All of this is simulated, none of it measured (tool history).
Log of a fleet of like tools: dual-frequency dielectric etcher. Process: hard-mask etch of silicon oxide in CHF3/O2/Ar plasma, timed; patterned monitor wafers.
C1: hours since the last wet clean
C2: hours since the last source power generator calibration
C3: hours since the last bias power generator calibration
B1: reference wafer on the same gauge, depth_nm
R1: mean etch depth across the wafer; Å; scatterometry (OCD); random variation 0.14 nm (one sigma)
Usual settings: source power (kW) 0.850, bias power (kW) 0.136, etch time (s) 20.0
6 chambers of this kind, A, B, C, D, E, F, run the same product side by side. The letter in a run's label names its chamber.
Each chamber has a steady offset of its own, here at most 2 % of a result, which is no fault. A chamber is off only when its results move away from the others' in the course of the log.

run 1A hour=3.2 | source_power_(kW)=0.850 bias_power_(kW)=0.136 etch_time_(s)=20.0 | C1=144.8 C2=1056.4 C3=1629.6 | B1=47.124 | R1=412.61
run 2F hour=8.1 | source_power_(kW)=0.850 bias_power_(kW)=0.136 etch_time_(s)=20.0 | C1=246.5 C2=2235.6 C3=2277.6 | B1=47.062 | R1=413.73
run 3B hour=11.7 | source_power_(kW)=0.850 bias_power_(kW)=0.136 etch_time_(s)=20.0 | C1=89.8 C2=794.7 C3=1741.7 | B1=47.075 | R1=413.48
run 4C hour=18.5 | source_power_(kW)=0.850 bias_power_(kW)=0.136 etch_time_(s)=20.0 | C1=338.0 C2=2845.6 C3=902.7 | B1=47.142 | R1=417.63
run 5E hour=23.6 | source_power_(kW)=0.850 bias_power_(kW)=0.136 etch_time_(s)=20.0 | C1=148.5 C2=1096.9 C3=2455.2 | B1=47.089 | R1=411.42
run 6D hour=27.0 | source_power_(kW)=0.850 bias_power_(kW)=0.136 etch_time_(s)=20.0 | C1=321.8 C2=2190.9 C3=4081.4 | B1=47.138 | R1=406.41
run 7F hour=32.8 | source_power_(kW)=0.850 bias_power_(kW)=0.136 etch_time_(s)=20.0 | C1=271.2 C2=2260.3 C3=2302.3 | B1=47.068 | R1=414.79
run 8D hour=39.3 | source_power_(kW)=0.850 bias_power_(kW)=0.136 etch_time_(s)=20.0 | C1=334.1 C2=2203.2 C3=4093.7 | B1=47.105 | R1=406.83
run 9C hour=43.9 | source_power_(kW)=0.850 bias_power_(kW)=0.136 etch_time_(s)=20.0 | C1=363.4 C2=2871.0 C3=928.1 | B1=47.138 | R1=415.22
run 10E hour=48.9 | source_power_(kW)=0.850 bias_power_(kW)=0.136 etch_time_(s)=20.0 | C1=173.8 C2=1122.2 C3=2480.5 | B1=47.085 | R1=413.93
run 11B hour=54.3 | source_power_(kW)=0.850 bias_power_(kW)=0.136 etch_time_(s)=20.0 | C1=132.4 C2=837.3 C3=1784.3 | B1=47.088 | R1=411.96
run 12A hour=60.7 | source_power_(kW)=0.850 bias_power_(kW)=0.136 etch_time_(s)=20.0 | C1=202.3 C2=1113.9 C3=1687.1 | B1=47.109 | R1=410.76
run 13D hour=66.1 | source_power_(kW)=0.850 bias_power_(kW)=0.106 etch_time_(s)=14.5 | C1=360.9 C2=2230.0 C3=4120.5 | B1=47.072 | R1=272.75
run 14B hour=69.9 | source_power_(kW)=0.850 bias_power_(kW)=0.106 etch_time_(s)=14.5 | C1=148.0 C2=852.9 C3=1799.9 | B1=47.128 | R1=278.40
run 15F hour=75.6 | source_power_(kW)=0.850 bias_power_(kW)=0.106 etch_time_(s)=14.5 | C1=314.0 C2=2303.1 C3=2345.1 | B1=47.125 | R1=280.24
run 16A hour=81.2 | source_power_(kW)=0.850 bias_power_(kW)=0.106 etch_time_(s)=14.5 | C1=222.8 C2=1134.4 C3=1707.6 | B1=47.073 | R1=277.88
run 17E hour=87.3 | source_power_(kW)=0.850 bias_power_(kW)=0.106 etch_time_(s)=14.5 | C1=212.2 C2=1160.6 C3=2518.9 | B1=47.109 | R1=278.11
-- hour=90.3 chamber E: bias power generator calibrated
run 18C hour=91.7 | source_power_(kW)=0.850 bias_power_(kW)=0.106 etch_time_(s)=14.5 | C1=411.2 C2=2918.8 C3=975.9 | B1=47.101 | R1=281.54
run 19B hour=98.3 | source_power_(kW)=0.730 bias_power_(kW)=0.120 etch_time_(s)=20.0 | C1=176.4 C2=881.3 C3=1828.3 | B1=47.088 | R1=373.28
run 20A hour=102.7 | source_power_(kW)=0.730 bias_power_(kW)=0.120 etch_time_(s)=20.0 | C1=244.3 C2=1155.9 C3=1729.1 | B1=47.128 | R1=375.21
run 21D hour=106.2 | source_power_(kW)=0.730 bias_power_(kW)=0.120 etch_time_(s)=20.0 | C1=401.0 C2=2270.1 C3=4160.6 | B1=47.136 | R1=367.39
-- hour=111.2 chamber D: wet clean of the chamber
run 22C hour=112.3 | source_power_(kW)=0.730 bias_power_(kW)=0.120 etch_time_(s)=20.0 | C1=431.8 C2=2939.4 C3=996.5 | B1=47.096 | R1=379.21
run 23F hour=115.6 | source_power_(kW)=0.730 bias_power_(kW)=0.120 etch_time_(s)=20.0 | C1=354.0 C2=2343.1 C3=2385.1 | B1=47.072 | R1=380.61
-- hour=118.2 chamber C: wet clean of the chamber
run 24E hour=121.0 | source_power_(kW)=0.730 bias_power_(kW)=0.120 etch_time_(s)=20.0 | C1=245.9 C2=1194.3 C3=30.7 | B1=47.102 | R1=372.45
run 25A hour=127.4 | source_power_(kW)=0.850 bias_power_(kW)=0.136 etch_time_(s)=20.0 | C1=269.0 C2=1180.6 C3=1753.8 | B1=47.089 | R1=413.90
run 26E hour=133.0 | source_power_(kW)=0.850 bias_power_(kW)=0.136 etch_time_(s)=20.0 | C1=257.9 C2=1206.3 C3=42.7 | B1=47.112 | R1=411.37
run 27C hour=136.9 | source_power_(kW)=0.850 bias_power_(kW)=0.136 etch_time_(s)=20.0 | C1=18.7 C2=2964.0 C3=1021.1 | B1=47.120 | R1=416.98
run 28D hour=143.0 | source_power_(kW)=0.850 bias_power_(kW)=0.136 etch_time_(s)=20.0 | C1=31.8 C2=2306.9 C3=4197.4 | B1=47.072 | R1=406.49
run 29B hour=147.3 | source_power_(kW)=0.850 bias_power_(kW)=0.165 etch_time_(s)=22.5 | C1=225.4 C2=930.3 C3=1877.3 | B1=47.086 | R1=494.22
run 30F hour=151.8 | source_power_(kW)=0.850 bias_power_(kW)=0.165 etch_time_(s)=22.5 | C1=390.2 C2=2379.3 C3=2421.3 | B1=47.120 | R1=505.83
run 31E hour=158.1 | source_power_(kW)=0.850 bias_power_(kW)=0.165 etch_time_(s)=22.5 | C1=283.0 C2=1231.4 C3=67.8 | B1=47.078 | R1=494.27
run 32C hour=161.2 | source_power_(kW)=0.850 bias_power_(kW)=0.165 etch_time_(s)=22.5 | C1=43.0 C2=2988.3 C3=1045.4 | B1=47.108 | R1=493.96
run 33B hour=167.3 | source_power_(kW)=0.850 bias_power_(kW)=0.165 etch_time_(s)=22.5 | C1=245.4 C2=950.3 C3=1897.3 | B1=47.137 | R1=492.55
run 34A hour=173.0 | source_power_(kW)=0.850 bias_power_(kW)=0.165 etch_time_(s)=22.5 | C1=314.6 C2=1226.2 C3=1799.4 | B1=47.127 | R1=496.12
run 35F hour=178.9 | source_power_(kW)=0.850 bias_power_(kW)=0.136 etch_time_(s)=20.0 | C1=417.3 C2=2406.4 C3=2448.4 | B1=47.127 | R1=422.80
run 36D hour=183.7 | source_power_(kW)=0.850 bias_power_(kW)=0.136 etch_time_(s)=20.0 | C1=72.5 C2=2347.6 C3=4238.1 | B1=47.121 | R1=404.83
run 37E hour=189.3 | source_power_(kW)=0.750 bias_power_(kW)=0.136 etch_time_(s)=14.5 | C1=314.2 C2=1262.6 C3=99.0 | B1=47.096 | R1=284.92

All 6 chambers run these settings next. Forecast each chamber's results:
run 38A hour=194.5 | source_power_(kW)=0.850 bias_power_(kW)=0.136 etch_time_(s)=20.0 | R1=?
run 38B hour=194.5 | source_power_(kW)=0.850 bias_power_(kW)=0.136 etch_time_(s)=20.0 | R1=?
run 38C hour=194.5 | source_power_(kW)=0.850 bias_power_(kW)=0.136 etch_time_(s)=20.0 | R1=?
run 38D hour=194.5 | source_power_(kW)=0.850 bias_power_(kW)=0.136 etch_time_(s)=20.0 | R1=?
run 38E hour=194.5 | source_power_(kW)=0.850 bias_power_(kW)=0.136 etch_time_(s)=20.0 | R1=?
run 38F hour=194.5 | source_power_(kW)=0.850 bias_power_(kW)=0.136 etch_time_(s)=20.0 | R1=?

run=38A R1=413.32
run=38B R1=412.06
run=38C R1=417.03
run=38D R1=405.52
run=38E R1=413.77
run=38F R1=423.22
